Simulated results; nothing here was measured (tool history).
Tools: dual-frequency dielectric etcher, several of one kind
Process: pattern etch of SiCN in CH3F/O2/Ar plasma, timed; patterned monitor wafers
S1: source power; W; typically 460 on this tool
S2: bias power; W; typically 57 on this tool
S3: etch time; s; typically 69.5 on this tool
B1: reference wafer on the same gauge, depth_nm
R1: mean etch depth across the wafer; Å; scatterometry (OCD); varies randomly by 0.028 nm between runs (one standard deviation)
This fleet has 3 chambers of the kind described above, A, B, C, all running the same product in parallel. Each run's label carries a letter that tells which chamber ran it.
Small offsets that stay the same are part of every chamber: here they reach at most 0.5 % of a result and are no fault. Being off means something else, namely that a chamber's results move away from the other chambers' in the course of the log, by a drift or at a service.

run,hour,S1,S2,S3,B1,R1
1C,11.4,460,57,69.5,22.087,254.40
2A,20.9,460,57,69.5,22.091,253.72
3B,28.6,460,57,69.5,22.083,253.34
4B,38.3,460,57,69.5,22.077,253.22
5A,49.5,530,46,69.5,22.077,249.64
6C,61.0,530,46,69.5,22.065,250.51
7A,73.8,530,46,69.5,22.060,250.22
8C,80.8,460,57,69.5,22.059,253.96
9B,93.1,460,57,69.5,22.050,253.34
10A,98.7,460,57,69.5,22.045,252.84
11C,104.4,460,57,69.5,22.042,253.84
12B,116.7,460,57,69.5,22.030,253.18
13B,122.4,460,57,69.5,22.035,253.20
14A,131.3,460,57,69.5,22.026,253.30
15C,139.5,460,57,69.5,22.024,253.11
16B,146.9,460,57,69.5,22.021,252.90
# hour 149.6: chamber B: bias power generator calibrated
17C,153.4,460,57,69.5,22.013,253.34
18A,162.2,460,57,69.5,22.021,252.95
19A,171.7,460,57,69.5,22.005,252.06
20B,183.3,460,57,69.5,22.005,252.44

For the next run the whole fleet of 3 chambers uses the same settings. Give each chamber's results:
21A,192.6,560,57,69.5,,?
21B,192.6,560,57,69.5,,?
21C,192.6,560,57,69.5,,?

run,R1
21A,272.52
21B,271.77
21C,272.96

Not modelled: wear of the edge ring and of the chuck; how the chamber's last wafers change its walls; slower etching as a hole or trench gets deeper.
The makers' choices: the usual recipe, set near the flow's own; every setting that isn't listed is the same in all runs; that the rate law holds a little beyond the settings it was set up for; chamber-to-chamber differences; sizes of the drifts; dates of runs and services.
